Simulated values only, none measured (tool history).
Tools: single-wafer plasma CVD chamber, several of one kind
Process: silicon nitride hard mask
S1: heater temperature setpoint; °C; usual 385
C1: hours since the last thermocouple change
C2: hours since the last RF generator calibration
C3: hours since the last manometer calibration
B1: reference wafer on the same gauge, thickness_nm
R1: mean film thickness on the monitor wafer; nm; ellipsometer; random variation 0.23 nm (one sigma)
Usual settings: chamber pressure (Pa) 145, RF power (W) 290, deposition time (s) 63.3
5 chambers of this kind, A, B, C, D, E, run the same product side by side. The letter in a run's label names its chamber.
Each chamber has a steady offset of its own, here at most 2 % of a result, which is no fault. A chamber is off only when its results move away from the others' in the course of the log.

-- hour=1.9 chamber D: thermocouple changed; heater temperature recalibrated
run 1C hour=13.1 | S1=385 chamber_pressure_(Pa)=145 RF_power_(W)=290 deposition_time_(s)=63.3 | C1=2135.5 C2=640.7 C3=1206.6 | B1=57.672 | R1=64.097
run 2B hour=23.0 | S1=385 chamber_pressure_(Pa)=145 RF_power_(W)=290 deposition_time_(s)=63.3 | C1=578.9 C2=2691.9 C3=1554.4 | B1=57.736 | R1=64.194
run 3E hour=32.3 | S1=385 chamber_pressure_(Pa)=145 RF_power_(W)=290 deposition_time_(s)=63.3 | C1=1453.7 C2=2254.0 C3=1244.8 | B1=57.702 | R1=63.278
run 4D hour=43.2 | S1=385 chamber_pressure_(Pa)=145 RF_power_(W)=290 deposition_time_(s)=63.3 | C1=41.4 C2=1460.8 C3=723.1 | B1=57.655 | R1=63.439
run 5A hour=52.0 | S1=385 chamber_pressure_(Pa)=145 RF_power_(W)=290 deposition_time_(s)=63.3 | C1=487.8 C2=592.3 C3=350.3 | B1=57.682 | R1=64.315
run 6D hour=65.5 | S1=385 chamber_pressure_(Pa)=145 RF_power_(W)=290 deposition_time_(s)=63.3 | C1=63.7 C2=1483.1 C3=745.4 | B1=57.731 | R1=63.622
run 7E hour=72.3 | S1=385 chamber_pressure_(Pa)=145 RF_power_(W)=290 deposition_time_(s)=63.3 | C1=1493.7 C2=2294.0 C3=1284.8 | B1=57.700 | R1=63.267
run 8A hour=83.9 | S1=385 chamber_pressure_(Pa)=145 RF_power_(W)=290 deposition_time_(s)=63.3 | C1=519.7 C2=624.2 C3=382.2 | B1=57.756 | R1=63.930
run 9C hour=96.4 | S1=385 chamber_pressure_(Pa)=145 RF_power_(W)=290 deposition_time_(s)=63.3 | C1=2218.8 C2=724.0 C3=1289.9 | B1=57.712 | R1=63.054
run 10B hour=104.7 | S1=385 chamber_pressure_(Pa)=145 RF_power_(W)=290 deposition_time_(s)=63.3 | C1=660.6 C2=2773.6 C3=1636.1 | B1=57.759 | R1=64.864
run 11C hour=118.4 | S1=385 chamber_pressure_(Pa)=145 RF_power_(W)=290 deposition_time_(s)=63.3 | C1=2240.8 C2=746.0 C3=1311.9 | B1=57.766 | R1=63.837
-- hour=124.6 chamber B: RF generator calibrated
run 12B hour=131.0 | S1=385 chamber_pressure_(Pa)=145 RF_power_(W)=290 deposition_time_(s)=63.3 | C1=686.9 C2=6.5 C3=1662.4 | B1=57.709 | R1=64.773
run 13D hour=139.6 | S1=385 chamber_pressure_(Pa)=145 RF_power_(W)=290 deposition_time_(s)=63.3 | C1=137.8 C2=1557.2 C3=819.5 | B1=57.723 | R1=63.678
-- hour=140.1 chamber B: capacitance manometer re-zeroed and calibrated
run 14A hour=148.1 | S1=385 chamber_pressure_(Pa)=145 RF_power_(W)=290 deposition_time_(s)=63.3 | C1=583.9 C2=688.4 C3=446.4 | B1=57.724 | R1=64.237
run 15E hour=161.7 | S1=385 chamber_pressure_(Pa)=145 RF_power_(W)=290 deposition_time_(s)=63.3 | C1=1583.1 C2=2383.4 C3=1374.2 | B1=57.732 | R1=63.156
-- hour=163.3 chamber E: capacitance manometer re-zeroed and calibrated
run 16C hour=169.3 | S1=385 chamber_pressure_(Pa)=164 RF_power_(W)=290 deposition_time_(s)=63.3 | C1=2291.7 C2=796.9 C3=1362.8 | B1=57.723 | R1=66.451
run 17E hour=180.8 | S1=385 chamber_pressure_(Pa)=164 RF_power_(W)=290 deposition_time_(s)=63.3 | C1=1602.2 C2=2402.5 C3=17.6 | B1=57.649 | R1=64.130
run 18B hour=188.9 | S1=385 chamber_pressure_(Pa)=164 RF_power_(W)=290 deposition_time_(s)=63.3 | C1=744.8 C2=64.4 C3=48.8 | B1=57.740 | R1=67.062
run 19A hour=199.7 | S1=385 chamber_pressure_(Pa)=164 RF_power_(W)=290 deposition_time_(s)=63.3 | C1=635.5 C2=740.0 C3=498.0 | B1=57.696 | R1=66.780
-- hour=202.4 chamber E: RF generator calibrated
run 20D hour=209.9 | S1=385 chamber_pressure_(Pa)=164 RF_power_(W)=290 deposition_time_(s)=63.3 | C1=208.1 C2=1627.5 C3=889.8 | B1=57.687 | R1=66.337
run 21C hour=217.9 | S1=385 chamber_pressure_(Pa)=145 RF_power_(W)=290 deposition_time_(s)=63.3 | C1=2340.3 C2=845.5 C3=1411.4 | B1=57.704 | R1=63.867
run 22D hour=230.2 | S1=385 chamber_pressure_(Pa)=145 RF_power_(W)=290 deposition_time_(s)=63.3 | C1=228.4 C2=1647.8 C3=910.1 | B1=57.708 | R1=63.154
run 23E hour=236.4 | S1=385 chamber_pressure_(Pa)=145 RF_power_(W)=290 deposition_time_(s)=63.3 | C1=1657.8 C2=34.1 C3=73.2 | B1=57.674 | R1=61.627
run 24A hour=247.2 | S1=385 chamber_pressure_(Pa)=145 RF_power_(W)=330 deposition_time_(s)=52.4 | C1=683.0 C2=787.5 C3=545.5 | B1=57.694 | R1=57.953
run 25B hour=261.0 | S1=385 chamber_pressure_(Pa)=145 RF_power_(W)=330 deposition_time_(s)=52.4 | C1=816.9 C2=136.5 C3=120.9 | B1=57.708 | R1=58.311
run 26B hour=270.2 | S1=385 chamber_pressure_(Pa)=145 RF_power_(W)=330 deposition_time_(s)=52.4 | C1=826.1 C2=145.7 C3=130.1 | B1=57.732 | R1=58.228
run 27C hour=279.4 | S1=385 chamber_pressure_(Pa)=145 RF_power_(W)=330 deposition_time_(s)=52.4 | C1=2401.8 C2=907.0 C3=1472.9 | B1=57.636 | R1=57.531
-- hour=288.3 chamber E: thermocouple changed; heater temperature recalibrated
run 28D hour=291.4 | S1=385 chamber_pressure_(Pa)=145 RF_power_(W)=330 deposition_time_(s)=52.4 | C1=289.6 C2=1709.0 C3=971.3 | B1=57.749 | R1=57.388
run 29E hour=304.1 | S1=385 chamber_pressure_(Pa)=145 RF_power_(W)=290 deposition_time_(s)=63.3 | C1=15.8 C2=101.8 C3=140.9 | B1=57.741 | R1=61.824
run 30A hour=311.3 | S1=385 chamber_pressure_(Pa)=145 RF_power_(W)=290 deposition_time_(s)=63.3 | C1=747.1 C2=851.6 C3=609.6 | B1=57.725 | R1=63.999
run 31B hour=319.7 | S1=385 chamber_pressure_(Pa)=145 RF_power_(W)=290 deposition_time_(s)=63.3 | C1=875.6 C2=195.2 C3=179.6 | B1=57.752 | R1=64.260
run 32E hour=328.2 | S1=385 chamber_pressure_(Pa)=145 RF_power_(W)=290 deposition_time_(s)=63.3 | C1=39.9 C2=125.9 C3=165.0 | B1=57.685 | R1=61.595
run 33C hour=339.4 | S1=385 chamber_pressure_(Pa)=145 RF_power_(W)=290 deposition_time_(s)=63.3 | C1=2461.8 C2=967.0 C3=1532.9 | B1=57.685 | R1=63.336
run 34D hour=352.4 | S1=385 chamber_pressure_(Pa)=145 RF_power_(W)=290 deposition_time_(s)=63.3 | C1=350.6 C2=1770.0 C3=1032.3 | B1=57.639 | R1=63.626
run 35A hour=362.3 | S1=385 chamber_pressure_(Pa)=145 RF_power_(W)=290 deposition_time_(s)=63.3 | C1=798.1 C2=902.6 C3=660.6 | B1=57.731 | R1=63.817
run 36D hour=370.9 | S1=390 chamber_pressure_(Pa)=145 RF_power_(W)=290 deposition_time_(s)=63.3 | C1=369.1 C2=1788.5 C3=1050.8 | B1=57.699 | R1=63.319
run 37C hour=380.0 | S1=390 chamber_pressure_(Pa)=145 RF_power_(W)=290 deposition_time_(s)=63.3 | C1=2502.4 C2=1007.6 C3=1573.5 | B1=57.716 | R1=64.017
run 38B hour=388.4 | S1=390 chamber_pressure_(Pa)=145 RF_power_(W)=290 deposition_time_(s)=63.3 | C1=944.3 C2=263.9 C3=248.3 | B1=57.669 | R1=64.644
run 39E hour=396.7 | S1=390 chamber_pressure_(Pa)=145 RF_power_(W)=290 deposition_time_(s)=63.3 | C1=108.4 C2=194.4 C3=233.5 | B1=57.716 | R1=62.094
run 40A hour=406.4 | S1=390 chamber_pressure_(Pa)=145 RF_power_(W)=290 deposition_time_(s)=63.3 | C1=842.2 C2=946.7 C3=704.7 | B1=57.685 | R1=63.904

All 5 chambers run these settings next. Forecast each chamber's results:
run 41A hour=416.6 | S1=399 chamber_pressure_(Pa)=145 RF_power_(W)=290 deposition_time_(s)=63.3 | R1=?
run 41B hour=416.6 | S1=399 chamber_pressure_(Pa)=145 RF_power_(W)=290 deposition_time_(s)=63.3 | R1=?
run 41C hour=416.6 | S1=399 chamber_pressure_(Pa)=145 RF_power_(W)=290 deposition_time_(s)=63.3 | R1=?
run 41D hour=416.6 | S1=399 chamber_pressure_(Pa)=145 RF_power_(W)=290 deposition_time_(s)=63.3 | R1=?
run 41E hour=416.6 | S1=399 chamber_pressure_(Pa)=145 RF_power_(W)=290 deposition_time_(s)=63.3 | R1=?

run=41A R1=63.722
run=41B R1=64.817
run=41C R1=63.358
run=41D R1=63.062
run=41E R1=61.672
